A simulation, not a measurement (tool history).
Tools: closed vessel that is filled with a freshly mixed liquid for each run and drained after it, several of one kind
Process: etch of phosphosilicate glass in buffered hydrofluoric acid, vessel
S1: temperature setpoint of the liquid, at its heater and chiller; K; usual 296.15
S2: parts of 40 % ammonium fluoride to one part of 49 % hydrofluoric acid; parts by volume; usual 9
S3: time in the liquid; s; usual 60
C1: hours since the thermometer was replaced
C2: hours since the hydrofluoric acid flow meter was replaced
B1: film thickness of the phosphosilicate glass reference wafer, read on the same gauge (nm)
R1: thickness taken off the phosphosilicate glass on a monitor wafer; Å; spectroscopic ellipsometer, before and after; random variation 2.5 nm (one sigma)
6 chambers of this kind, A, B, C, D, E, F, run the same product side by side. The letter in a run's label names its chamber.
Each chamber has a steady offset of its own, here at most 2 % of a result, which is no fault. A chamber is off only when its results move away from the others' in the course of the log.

{"run": "1D", "hour": 12.9, "S1": 296.15, "S2": 9, "S3": 60, "C1": 1969.8, "C2": 1230.7, "B1": 30.009, "R1": 5437.8}
{"run": "2E", "hour": 18.6, "S1": 296.15, "S2": 9, "S3": 60, "C1": 1775.6, "C2": 794.2, "B1": 30.001, "R1": 5438}
{"run": "3F", "hour": 24.4, "S1": 296.15, "S2": 9, "S3": 60, "C1": 435.7, "C2": 503.9, "B1": 29.988, "R1": 5343.6}
{"run": "4C", "hour": 36.8, "S1": 296.15, "S2": 9, "S3": 60, "C1": 544.2, "C2": 100.9, "B1": 29.975, "R1": 5385.8}
{"run": "5B", "hour": 45.8, "S1": 296.15, "S2": 9, "S3": 60, "C1": 1410.9, "C2": 281.5, "B1": 29.983, "R1": 5388.1}
{"run": "6A", "hour": 55.6, "S1": 296.15, "S2": 9, "S3": 60, "C1": 239.5, "C2": 1078.4, "B1": 30.011, "R1": 5328.3}
{"run": "7F", "hour": 66.7, "S1": 296.15, "S2": 9, "S3": 60, "C1": 478, "C2": 546.2, "B1": 29.985, "R1": 5349.8}
{"run": "8C", "hour": 75.4, "S1": 296.15, "S2": 9, "S3": 60, "C1": 582.8, "C2": 139.5, "B1": 30.015, "R1": 5420.4}
{"run": "9B", "hour": 88.2, "S1": 296.15, "S2": 9, "S3": 60, "C1": 1453.3, "C2": 323.9, "B1": 29.988, "R1": 5410.7}
{"run": "10E", "hour": 94.1, "S1": 296.15, "S2": 9, "S3": 60, "C1": 1851.1, "C2": 869.7, "B1": 30.013, "R1": 5448.2}
{"run": "11A", "hour": 103.3, "S1": 296.15, "S2": 9, "S3": 60, "C1": 287.2, "C2": 1126.1, "B1": 29.994, "R1": 5352.2}
{"run": "12D", "hour": 115.3, "S1": 296.15, "S2": 9, "S3": 60, "C1": 2072.2, "C2": 1333.1, "B1": 29.985, "R1": 5494.6}
{"run": "13E", "hour": 124.3, "S1": 296.15, "S2": 9, "S3": 60, "C1": 1881.3, "C2": 899.9, "B1": 29.996, "R1": 5469.5}
{"run": "14F", "hour": 134.8, "S1": 296.15, "S2": 9, "S3": 60, "C1": 546.1, "C2": 614.3, "B1": 30.012, "R1": 5356.1}
{"run": "15C", "hour": 144.6, "S1": 296.15, "S2": 9, "S3": 60, "C1": 652, "C2": 208.7, "B1": 30.024, "R1": 5376.9}
{"run": "16A", "hour": 150.6, "S1": 296.15, "S2": 5.5, "S3": 90, "C1": 334.5, "C2": 1173.4, "B1": 29.982, "R1": 12875}
{"run": "17B", "hour": 159.5, "S1": 296.15, "S2": 5.5, "S3": 90, "C1": 1524.6, "C2": 395.2, "B1": 30.008, "R1": 13002}
{"run": "18D", "hour": 165.3, "S1": 296.15, "S2": 5.5, "S3": 90, "C1": 2122.2, "C2": 1383.1, "B1": 30.016, "R1": 13312}
{"run": "19B", "hour": 175.3, "S1": 296.15, "S2": 5.5, "S3": 90, "C1": 1540.4, "C2": 411, "B1": 30.005, "R1": 13092}
{"run": "20C", "hour": 186.9, "S1": 296.15, "S2": 5.5, "S3": 90, "C1": 694.3, "C2": 251, "B1": 30.005, "R1": 12918}
{"run": "21E", "hour": 199.5, "S1": 296.15, "S2": 5.5, "S3": 90, "C1": 1956.5, "C2": 975.1, "B1": 30.001, "R1": 13398}
{"run": "22F", "hour": 211.8, "S1": 294.65, "S2": 9, "S3": 60, "C1": 623.1, "C2": 691.3, "B1": 30.008, "R1": 4920.1}
{"run": "23D", "hour": 224.5, "S1": 294.65, "S2": 9, "S3": 60, "C1": 2181.4, "C2": 1442.3, "B1": 29.984, "R1": 5042.5}
{"run": "24A", "hour": 232.1, "S1": 294.65, "S2": 9, "S3": 60, "C1": 416, "C2": 1254.9, "B1": 30.003, "R1": 4904.1}
{"run": "25A", "hour": 239.4, "S1": 294.65, "S2": 9, "S3": 60, "C1": 423.3, "C2": 1262.2, "B1": 30, "R1": 4883}
{"run": "26C", "hour": 245.2, "S1": 294.65, "S2": 9, "S3": 60, "C1": 752.6, "C2": 309.3, "B1": 29.995, "R1": 4947.4}
{"run": "27E", "hour": 256.8, "S1": 294.65, "S2": 9, "S3": 60, "C1": 2013.8, "C2": 1032.4, "B1": 30.011, "R1": 5052}
{"run": "28D", "hour": 267.9, "S1": 296.15, "S2": 9, "S3": 60, "C1": 2224.8, "C2": 1485.7, "B1": 29.994, "R1": 5439.3}
{"hour": 275.2, "done": "chamber A: hydrofluoric acid flow meter replaced"}
{"run": "29B", "hour": 279.8, "S1": 296.15, "S2": 9, "S3": 60, "C1": 1644.9, "C2": 515.5, "B1": 30, "R1": 5397.5}
{"run": "30F", "hour": 289.6, "S1": 300.15, "S2": 9, "S3": 80, "C1": 700.9, "C2": 769.1, "B1": 29.983, "R1": 8885.3}
{"run": "31F", "hour": 296.7, "S1": 300.15, "S2": 9, "S3": 80, "C1": 708, "C2": 776.2, "B1": 29.976, "R1": 8860.2}
{"run": "32B", "hour": 304.1, "S1": 300.15, "S2": 9, "S3": 80, "C1": 1669.2, "C2": 539.8, "B1": 30.026, "R1": 8966.7}
{"run": "33C", "hour": 312.5, "S1": 300.15, "S2": 9, "S3": 80, "C1": 819.9, "C2": 376.6, "B1": 29.996, "R1": 8891.7}
{"run": "34A", "hour": 320.1, "S1": 300.15, "S2": 9, "S3": 80, "C1": 504, "C2": 44.9, "B1": 30.008, "R1": 8830.1}
{"run": "35E", "hour": 325.7, "S1": 300.15, "S2": 9, "S3": 80, "C1": 2082.7, "C2": 1101.3, "B1": 30.014, "R1": 9075.6}
{"run": "36D", "hour": 331.2, "S1": 296.15, "S2": 9, "S3": 60, "C1": 2288.1, "C2": 1549, "B1": 29.984, "R1": 5463}
{"hour": 338.2, "done": "chamber B: hydrofluoric acid flow meter replaced"}
{"run": "37A", "hour": 341.9, "S1": 296.15, "S2": 9, "S3": 60, "C1": 525.8, "C2": 66.7, "B1": 29.989, "R1": 5364.6}
{"hour": 344.4, "done": "chamber C: hydrofluoric acid flow meter replaced"}
{"run": "38C", "hour": 354.6, "S1": 296.15, "S2": 9, "S3": 60, "C1": 862, "C2": 10.2, "B1": 30.007, "R1": 5382.3}
{"run": "39F", "hour": 360.3, "S1": 296.15, "S2": 9, "S3": 60, "C1": 771.6, "C2": 839.8, "B1": 29.992, "R1": 5360.3}
{"run": "40D", "hour": 370.0, "S1": 296.15, "S2": 9, "S3": 60, "C1": 2326.9, "C2": 1587.8, "B1": 30.027, "R1": 5429.3}
{"run": "41E", "hour": 376.3, "S1": 296.15, "S2": 9, "S3": 60, "C1": 2133.3, "C2": 1151.9, "B1": 29.999, "R1": 5462}
{"run": "42B", "hour": 388.4, "S1": 296.15, "S2": 9, "S3": 60, "C1": 1753.5, "C2": 50.2, "B1": 29.993, "R1": 5401}
{"run": "43F", "hour": 395.1, "S1": 296.15, "S2": 12, "S3": 60, "C1": 806.4, "C2": 874.6, "B1": 29.975, "R1": 4159.3}
{"run": "44C", "hour": 401.9, "S1": 296.15, "S2": 12, "S3": 60, "C1": 909.3, "C2": 57.5, "B1": 29.978, "R1": 4185.1}

All 6 chambers run these settings next. Forecast each chamber's results:
{"run": "45A", "hour": 411.1, "S1": 296.15, "S2": 9, "S3": 60, "R1": "?"}
{"run": "45B", "hour": 411.1, "S1": 296.15, "S2": 9, "S3": 60, "R1": "?"}
{"run": "45C", "hour": 411.1, "S1": 296.15, "S2": 9, "S3": 60, "R1": "?"}
{"run": "45D", "hour": 411.1, "S1": 296.15, "S2": 9, "S3": 60, "R1": "?"}
{"run": "45E", "hour": 411.1, "S1": 296.15, "S2": 9, "S3": 60, "R1": "?"}
{"run": "45F", "hour": 411.1, "S1": 296.15, "S2": 9, "S3": 60, "R1": "?"}

run=45A R1=5323.3
run=45B R1=5397.6
run=45C R1=5436.2
run=45D R1=5446.3
run=45E R1=5459.1
run=45F R1=5339.3
